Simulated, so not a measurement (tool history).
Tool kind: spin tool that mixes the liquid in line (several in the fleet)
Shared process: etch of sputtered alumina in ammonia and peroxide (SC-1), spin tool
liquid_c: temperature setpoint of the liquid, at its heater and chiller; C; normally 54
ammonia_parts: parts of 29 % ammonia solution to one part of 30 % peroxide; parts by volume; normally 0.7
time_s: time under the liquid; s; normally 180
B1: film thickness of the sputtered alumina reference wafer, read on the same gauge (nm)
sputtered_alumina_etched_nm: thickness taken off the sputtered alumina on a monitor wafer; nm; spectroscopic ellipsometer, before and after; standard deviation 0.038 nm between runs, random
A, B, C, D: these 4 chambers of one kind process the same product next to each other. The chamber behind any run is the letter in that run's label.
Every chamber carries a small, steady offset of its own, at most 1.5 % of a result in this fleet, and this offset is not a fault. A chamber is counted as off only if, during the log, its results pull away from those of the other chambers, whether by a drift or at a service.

run 1A day=0.462 | liquid_c=54 ammonia_parts=0.7 time_s=180 | B1=40.012 | sputtered_alumina_etched_nm=9.842
run 2D day=0.754 | liquid_c=54 ammonia_parts=0.7 time_s=180 | B1=39.996 | sputtered_alumina_etched_nm=10.03
run 3C day=1.229 | liquid_c=54 ammonia_parts=0.7 time_s=180 | B1=39.998 | sputtered_alumina_etched_nm=9.956
run 4B day=1.683 | liquid_c=54 ammonia_parts=0.7 time_s=180 | B1=40.023 | sputtered_alumina_etched_nm=9.9095
run 5A day=2.092 | liquid_c=54 ammonia_parts=0.7 time_s=180 | B1=39.987 | sputtered_alumina_etched_nm=9.9456
run 6B day=2.379 | liquid_c=54 ammonia_parts=0.7 time_s=180 | B1=40.002 | sputtered_alumina_etched_nm=9.9172
run 7C day=2.812 | liquid_c=54 ammonia_parts=0.7 time_s=180 | B1=40.006 | sputtered_alumina_etched_nm=9.9794
run 8D day=3.246 | liquid_c=54 ammonia_parts=0.7 time_s=180 | B1=39.992 | sputtered_alumina_etched_nm=9.9558
run 9D day=3.725 | liquid_c=54 ammonia_parts=0.7 time_s=180 | B1=40.006 | sputtered_alumina_etched_nm=10.004
-- day=3.892 chamber C: new drum of ammonia solution connected
-- day=3.992 chamber C: ammonia flow meter replaced
run 10B day=4.183 | liquid_c=54 ammonia_parts=0.9 time_s=180 | B1=39.993 | sputtered_alumina_etched_nm=10.059
run 11C day=4.571 | liquid_c=54 ammonia_parts=0.9 time_s=180 | B1=40.003 | sputtered_alumina_etched_nm=10.103
run 12A day=5.062 | liquid_c=54 ammonia_parts=0.9 time_s=180 | B1=39.999 | sputtered_alumina_etched_nm=10.07
run 13B day=5.496 | liquid_c=54 ammonia_parts=0.9 time_s=180 | B1=39.982 | sputtered_alumina_etched_nm=10.038
-- day=5.562 chamber A: heated supply line repaired
run 14A day=6 | liquid_c=54 ammonia_parts=0.7 time_s=180 | B1=39.979 | sputtered_alumina_etched_nm=9.7988
run 15C day=6.25 | liquid_c=54 ammonia_parts=0.7 time_s=180 | B1=40.009 | sputtered_alumina_etched_nm=9.9886
run 16D day=6.738 | liquid_c=54 ammonia_parts=0.7 time_s=180 | B1=39.978 | sputtered_alumina_etched_nm=9.9375
run 17D day=7.138 | liquid_c=54 ammonia_parts=0.7 time_s=180 | B1=39.991 | sputtered_alumina_etched_nm=9.9233
run 18A day=7.638 | liquid_c=54 ammonia_parts=0.7 time_s=180 | B1=39.98 | sputtered_alumina_etched_nm=9.9133
run 19C day=7.879 | liquid_c=54 ammonia_parts=0.7 time_s=180 | B1=40.003 | sputtered_alumina_etched_nm=9.9295
run 20B day=8.212 | liquid_c=54 ammonia_parts=0.95 time_s=180 | B1=39.998 | sputtered_alumina_etched_nm=10.141
run 21D day=8.654 | liquid_c=54 ammonia_parts=0.95 time_s=180 | B1=40.006 | sputtered_alumina_etched_nm=10.076
run 22B day=8.979 | liquid_c=54 ammonia_parts=0.95 time_s=180 | B1=39.996 | sputtered_alumina_etched_nm=10.194
run 23A day=9.258 | liquid_c=54 ammonia_parts=0.95 time_s=180 | B1=40.008 | sputtered_alumina_etched_nm=10.225
run 24C day=9.758 | liquid_c=54 ammonia_parts=0.7 time_s=180 | B1=39.998 | sputtered_alumina_etched_nm=9.9463
run 25A day=10.125 | liquid_c=54 ammonia_parts=0.7 time_s=180 | B1=39.994 | sputtered_alumina_etched_nm=9.9157
run 26D day=10.433 | liquid_c=54 ammonia_parts=0.7 time_s=180 | B1=40.001 | sputtered_alumina_etched_nm=9.7425
-- day=10.683 chamber A: thermometer replaced
run 27B day=10.7 | liquid_c=54 ammonia_parts=0.7 time_s=180 | B1=40.013 | sputtered_alumina_etched_nm=9.8662
run 28C day=11.129 | liquid_c=54 ammonia_parts=0.7 time_s=180 | B1=39.996 | sputtered_alumina_etched_nm=9.9353
-- day=11.271 chamber B: ammonia flow meter replaced
run 29A day=11.467 | liquid_c=54 ammonia_parts=0.7 time_s=180 | B1=39.992 | sputtered_alumina_etched_nm=9.9827
run 30D day=11.821 | liquid_c=54 ammonia_parts=0.7 time_s=180 | B1=39.999 | sputtered_alumina_etched_nm=9.7008
-- day=12.175 chamber D: ammonia flow meter replaced
run 31C day=12.262 | liquid_c=54 ammonia_parts=0.7 time_s=180 | B1=40.001 | sputtered_alumina_etched_nm=9.9833
run 32B day=12.554 | liquid_c=47.5 ammonia_parts=0.7 time_s=180 | B1=40.009 | sputtered_alumina_etched_nm=6.9169
run 33D day=13 | liquid_c=47.5 ammonia_parts=0.7 time_s=180 | B1=40.004 | sputtered_alumina_etched_nm=6.702
run 34C day=13.3 | liquid_c=47.5 ammonia_parts=0.7 time_s=180 | B1=40 | sputtered_alumina_etched_nm=6.9357
run 35B day=13.762 | liquid_c=47.5 ammonia_parts=0.7 time_s=180 | B1=39.984 | sputtered_alumina_etched_nm=6.9265
run 36A day=14.092 | liquid_c=54 ammonia_parts=0.7 time_s=180 | B1=39.997 | sputtered_alumina_etched_nm=9.9269

Does one chamber stand apart from the rest, does the shared gauge drift, or is all well apart from small per-chamber offsets? Give the chamber and the most likely cause, where there is one.

One chamber, D, drifts off from the rest bit by bit.
Most likely cause: temperature lost on the way to the wafer (K) = 0.882.
The log may not separate it from: liquid colder than its thermometer reads (K).

Below are 4 candidate recipes for chamber D's next run, each the usual settings with a change, their results shown as question marks. Which of them brings D's results back in line with what the other chambers give on the usual settings?
In line here means within this much of the mean the other chambers give on the usual settings: sputtered_alumina_etched_nm 0.13 nm
run 37D-1 day=14.458 | liquid_c=54 ammonia_parts=0.5 time_s=180 | sputtered_alumina_etched_nm=?
run 37D-2 day=14.458 | liquid_c=54 ammonia_parts=1 time_s=180 | sputtered_alumina_etched_nm=?
run 37D-3 day=14.458 | liquid_c=54 ammonia_parts=0.8 time_s=180 | sputtered_alumina_etched_nm=?
run 37D-4 day=14.458 | liquid_c=54 ammonia_parts=0.6 time_s=180 | sputtered_alumina_etched_nm=?

The mean the other chambers reach with the usual settings: sputtered_alumina_etched_nm 9.9024 nm
run=37D-1 sputtered_alumina_etched_nm=9.2551
run=37D-2 sputtered_alumina_etched_nm=9.8729
run=37D-3 sputtered_alumina_etched_nm=9.6689
run=37D-4 sputtered_alumina_etched_nm=9.4132
37D-2 is the one that brings the chamber's results back in line with the other chambers.

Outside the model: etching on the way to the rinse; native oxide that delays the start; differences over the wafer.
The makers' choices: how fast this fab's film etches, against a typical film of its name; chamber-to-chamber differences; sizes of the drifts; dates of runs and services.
